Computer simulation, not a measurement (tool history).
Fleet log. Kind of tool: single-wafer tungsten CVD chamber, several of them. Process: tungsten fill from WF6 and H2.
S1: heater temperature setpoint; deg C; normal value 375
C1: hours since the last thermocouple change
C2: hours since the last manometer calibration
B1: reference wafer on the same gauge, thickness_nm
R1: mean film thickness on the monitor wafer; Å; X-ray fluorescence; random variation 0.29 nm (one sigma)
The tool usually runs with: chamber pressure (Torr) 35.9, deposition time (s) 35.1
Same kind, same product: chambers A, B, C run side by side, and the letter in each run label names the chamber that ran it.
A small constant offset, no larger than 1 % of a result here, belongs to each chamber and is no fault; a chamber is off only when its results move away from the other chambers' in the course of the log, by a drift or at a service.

{"run": "1A", "hour": 5.4, "S1": 375, "chamber pressure (Torr)": 35.9, "deposition time (s)": 35.1, "C1": 1225.9, "C2": 805.7, "B1": 80.116, "R1": 689.38}
{"run": "2B", "hour": 9.6, "S1": 375, "chamber pressure (Torr)": 35.9, "deposition time (s)": 35.1, "C1": 491.9, "C2": 660.9, "B1": 80.064, "R1": 676.54}
{"run": "3C", "hour": 13.5, "S1": 375, "chamber pressure (Torr)": 35.9, "deposition time (s)": 35.1, "C1": 1017.7, "C2": 931.9, "B1": 80.114, "R1": 678.64}
{"run": "4A", "hour": 19.4, "S1": 375, "chamber pressure (Torr)": 35.9, "deposition time (s)": 35.1, "C1": 1239.9, "C2": 819.7, "B1": 80.095, "R1": 682.14}
{"run": "5C", "hour": 25.7, "S1": 375, "chamber pressure (Torr)": 35.9, "deposition time (s)": 35.1, "C1": 1029.9, "C2": 944.1, "B1": 80.193, "R1": 675.04}
{"run": "6B", "hour": 29.5, "S1": 375, "chamber pressure (Torr)": 35.9, "deposition time (s)": 35.1, "C1": 511.8, "C2": 680.8, "B1": 80.07, "R1": 678.44}
{"run": "7C", "hour": 35.5, "S1": 375, "chamber pressure (Torr)": 35.9, "deposition time (s)": 35.1, "C1": 1039.7, "C2": 953.9, "B1": 80.058, "R1": 679.13}
{"run": "8B", "hour": 43.6, "S1": 375, "chamber pressure (Torr)": 35.9, "deposition time (s)": 35.1, "C1": 525.9, "C2": 694.9, "B1": 80.124, "R1": 678.97}
{"run": "9A", "hour": 48.7, "S1": 375, "chamber pressure (Torr)": 32.3, "deposition time (s)": 35.1, "C1": 1269.2, "C2": 849, "B1": 80.112, "R1": 655.59}
{"run": "10A", "hour": 54.4, "S1": 375, "chamber pressure (Torr)": 32.3, "deposition time (s)": 35.1, "C1": 1274.9, "C2": 854.7, "B1": 80.156, "R1": 654.2}
{"run": "11B", "hour": 59.6, "S1": 375, "chamber pressure (Torr)": 32.3, "deposition time (s)": 35.1, "C1": 541.9, "C2": 710.9, "B1": 80.148, "R1": 648.95}
{"run": "12C", "hour": 66.1, "S1": 369, "chamber pressure (Torr)": 35.9, "deposition time (s)": 35.1, "C1": 1070.3, "C2": 984.5, "B1": 80.098, "R1": 591.17}
{"run": "13B", "hour": 74.1, "S1": 369, "chamber pressure (Torr)": 35.9, "deposition time (s)": 35.1, "C1": 556.4, "C2": 725.4, "B1": 80.114, "R1": 600.21}
{"run": "14C", "hour": 77.9, "S1": 369, "chamber pressure (Torr)": 35.9, "deposition time (s)": 35.1, "C1": 1082.1, "C2": 996.3, "B1": 80.079, "R1": 594.06}
{"run": "15A", "hour": 83.3, "S1": 375, "chamber pressure (Torr)": 35.9, "deposition time (s)": 35.1, "C1": 1303.8, "C2": 883.6, "B1": 80.069, "R1": 692.9}
{"run": "16A", "hour": 87.7, "S1": 375, "chamber pressure (Torr)": 35.9, "deposition time (s)": 35.1, "C1": 1308.2, "C2": 888, "B1": 80.07, "R1": 684.54}
{"run": "17C", "hour": 91.7, "S1": 375, "chamber pressure (Torr)": 35.9, "deposition time (s)": 39.5, "C1": 1095.9, "C2": 1010.1, "B1": 80.089, "R1": 754.64}
{"run": "18B", "hour": 99.1, "S1": 375, "chamber pressure (Torr)": 35.9, "deposition time (s)": 39.5, "C1": 581.4, "C2": 750.4, "B1": 80.088, "R1": 762.56}
{"run": "19A", "hour": 104.4, "S1": 375, "chamber pressure (Torr)": 35.9, "deposition time (s)": 39.5, "C1": 1324.9, "C2": 904.7, "B1": 80.175, "R1": 771.38}
{"run": "20B", "hour": 112.9, "S1": 375, "chamber pressure (Torr)": 35.9, "deposition time (s)": 39.1, "C1": 595.2, "C2": 764.2, "B1": 80.09, "R1": 755.41}
{"hour": 114.2, "done": "chamber C: thermocouple changed; heater temperature recalibrated"}
{"run": "21C", "hour": 119.1, "S1": 375, "chamber pressure (Torr)": 35.9, "deposition time (s)": 39.1, "C1": 4.9, "C2": 1037.5, "B1": 80.121, "R1": 744.93}
{"run": "22C", "hour": 126.5, "S1": 375, "chamber pressure (Torr)": 35.9, "deposition time (s)": 39.1, "C1": 12.3, "C2": 1044.9, "B1": 80.15, "R1": 745.47}
{"run": "23B", "hour": 133.2, "S1": 375, "chamber pressure (Torr)": 35.9, "deposition time (s)": 35.1, "C1": 615.5, "C2": 784.5, "B1": 80.05, "R1": 679.93}
{"run": "24A", "hour": 140.7, "S1": 375, "chamber pressure (Torr)": 35.9, "deposition time (s)": 35.1, "C1": 1361.2, "C2": 941, "B1": 80.177, "R1": 685.94}
{"run": "25B", "hour": 146.3, "S1": 375, "chamber pressure (Torr)": 35.9, "deposition time (s)": 35.1, "C1": 628.6, "C2": 797.6, "B1": 80.044, "R1": 678.33}
{"run": "26C", "hour": 152.6, "S1": 375, "chamber pressure (Torr)": 35.9, "deposition time (s)": 35.1, "C1": 38.4, "C2": 1071, "B1": 80.08, "R1": 659.27}
{"run": "27A", "hour": 161.3, "S1": 375, "chamber pressure (Torr)": 35.9, "deposition time (s)": 35.1, "C1": 1381.8, "C2": 961.6, "B1": 80.105, "R1": 683.06}
{"run": "28B", "hour": 169.4, "S1": 375, "chamber pressure (Torr)": 35.9, "deposition time (s)": 35.1, "C1": 651.7, "C2": 820.7, "B1": 80.114, "R1": 680.13}
{"run": "29A", "hour": 173.3, "S1": 375, "chamber pressure (Torr)": 35.9, "deposition time (s)": 35.1, "C1": 1393.8, "C2": 973.6, "B1": 80.122, "R1": 684.28}
{"run": "30C", "hour": 181.1, "S1": 375, "chamber pressure (Torr)": 35.9, "deposition time (s)": 35.1, "C1": 66.9, "C2": 1099.5, "B1": 80.079, "R1": 660.33}
{"run": "31A", "hour": 185.3, "S1": 375, "chamber pressure (Torr)": 29.7, "deposition time (s)": 31.8, "C1": 1405.8, "C2": 985.6, "B1": 80.033, "R1": 567.47}
{"run": "32C", "hour": 191.5, "S1": 375, "chamber pressure (Torr)": 29.7, "deposition time (s)": 31.8, "C1": 77.3, "C2": 1109.9, "B1": 80.149, "R1": 549.46}
{"run": "33B", "hour": 198.0, "S1": 375, "chamber pressure (Torr)": 29.7, "deposition time (s)": 31.8, "C1": 680.3, "C2": 849.3, "B1": 80.031, "R1": 567.07}
{"run": "34A", "hour": 206.6, "S1": 375, "chamber pressure (Torr)": 35.9, "deposition time (s)": 35.1, "C1": 1427.1, "C2": 1006.9, "B1": 80.13, "R1": 687.04}
{"run": "35B", "hour": 211.3, "S1": 364, "chamber pressure (Torr)": 39, "deposition time (s)": 35.1, "C1": 693.6, "C2": 862.6, "B1": 80.1, "R1": 559.85}
{"run": "36C", "hour": 217.0, "S1": 364, "chamber pressure (Torr)": 39, "deposition time (s)": 35.1, "C1": 102.8, "C2": 1135.4, "B1": 80.144, "R1": 537.18}
{"run": "37B", "hour": 221.6, "S1": 364, "chamber pressure (Torr)": 39, "deposition time (s)": 35.1, "C1": 703.9, "C2": 872.9, "B1": 80.067, "R1": 559.42}

Is one chamber off against the others, does the gauge drift, or is nothing wrong? If a chamber is off, say which, and what the likeliest cause is.

Chamber C drifts away from the others.
Likeliest cause: true pressure below the setpoint (%) = 7.68.

Below are 4 candidate recipes for chamber C's next run, each the usual settings with a change, their results shown as question marks. Which of them brings C's results back in line with what the other chambers give on the usual settings?
Counts as in line when no further than this from what the other chambers average on the usual settings: R1 10 Å
{"run": "38C-1", "hour": 227.8, "S1": 373, "chamber pressure (Torr)": 35.9, "deposition time (s)": 35.1, "R1": "?"}
{"run": "38C-2", "hour": 227.8, "S1": 375, "chamber pressure (Torr)": 35.9, "deposition time (s)": 36.6, "R1": "?"}
{"run": "38C-3", "hour": 227.8, "S1": 378, "chamber pressure (Torr)": 36.6, "deposition time (s)": 35.1, "R1": "?"}
{"run": "38C-4", "hour": 227.8, "S1": 375, "chamber pressure (Torr)": 34.5, "deposition time (s)": 33.1, "R1": "?"}

On the usual settings, the other chambers give on average: R1 683.04 Å
run=38C-1 R1=628.24
run=38C-2 R1=682.83
run=38C-3 R1=702.45
run=38C-4 R1=606.21
With 38C-2, the chamber falls back in line with the rest.
